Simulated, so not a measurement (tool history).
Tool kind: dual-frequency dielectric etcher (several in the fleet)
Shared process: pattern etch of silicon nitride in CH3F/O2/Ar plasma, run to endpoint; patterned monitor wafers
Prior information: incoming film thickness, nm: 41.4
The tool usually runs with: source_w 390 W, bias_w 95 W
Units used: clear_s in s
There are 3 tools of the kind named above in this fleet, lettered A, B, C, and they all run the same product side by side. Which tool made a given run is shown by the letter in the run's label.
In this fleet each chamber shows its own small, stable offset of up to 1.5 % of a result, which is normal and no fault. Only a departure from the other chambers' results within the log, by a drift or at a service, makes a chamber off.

run   hour  source_w  bias_w  clear_s
 1A      5       390      95    54.37
 2B     11       390      95   55.084
 3C   16.3       390      95   55.748
 4C   21.1       390      95   55.206
 5B   25.4       390      88   56.332
 6A   30.6       390      88   55.591
 7B   34.5       390      88   56.633
      38.3  -- chamber C: wet clean of the chamber
 8C   41.9       390      95   56.171
 9A   47.6       390      95   54.444
10B   51.5       390      95   54.927
11C   56.4       390      95   55.671
12A   60.6       390      95   54.288
        62  -- chamber A: wet clean of the chamber
13A   65.5       390      95   51.941
14B   69.8       390      95   54.937
15C   74.4       390      95   55.291
16B   79.7       390      95   54.951
17A   87.3       390      95   52.169
18C   91.7       390      95   55.492
19C   96.8       390      95   55.348
20B  100.7       390      95   54.982
21A  108.4       390      95   52.093
22C  113.9       390      95   55.561
23A  120.2       390      95   52.241
24B  127.3       390      95   54.693
25C  134.9       470     115   48.173
26B  141.4       470     115   47.788
27A  147.5       470     115   45.318
28A  152.1       390      95   52.633
29C  159.6       390      95   55.193
30B  167.3       390      95   55.019
31C  171.8       390      95   55.319
32A  176.7       390      95   52.468
33B  183.9       390      95   54.629
34A  188.9       390      95     52.2
35C  193.1       390      95   55.658
36B  198.9       390      95   54.946
37C    203       390      95   55.056
38A  206.5       390      95   52.129

The same settings go to every chamber for the next run, one line per chamber below. Forecast the results for each:
39A  212.1       390     107        ?
39B  212.1       390     107        ?
39C  212.1       390     107        ?

run  clear_s
39A   49.935
39B   52.373
39C    53.29
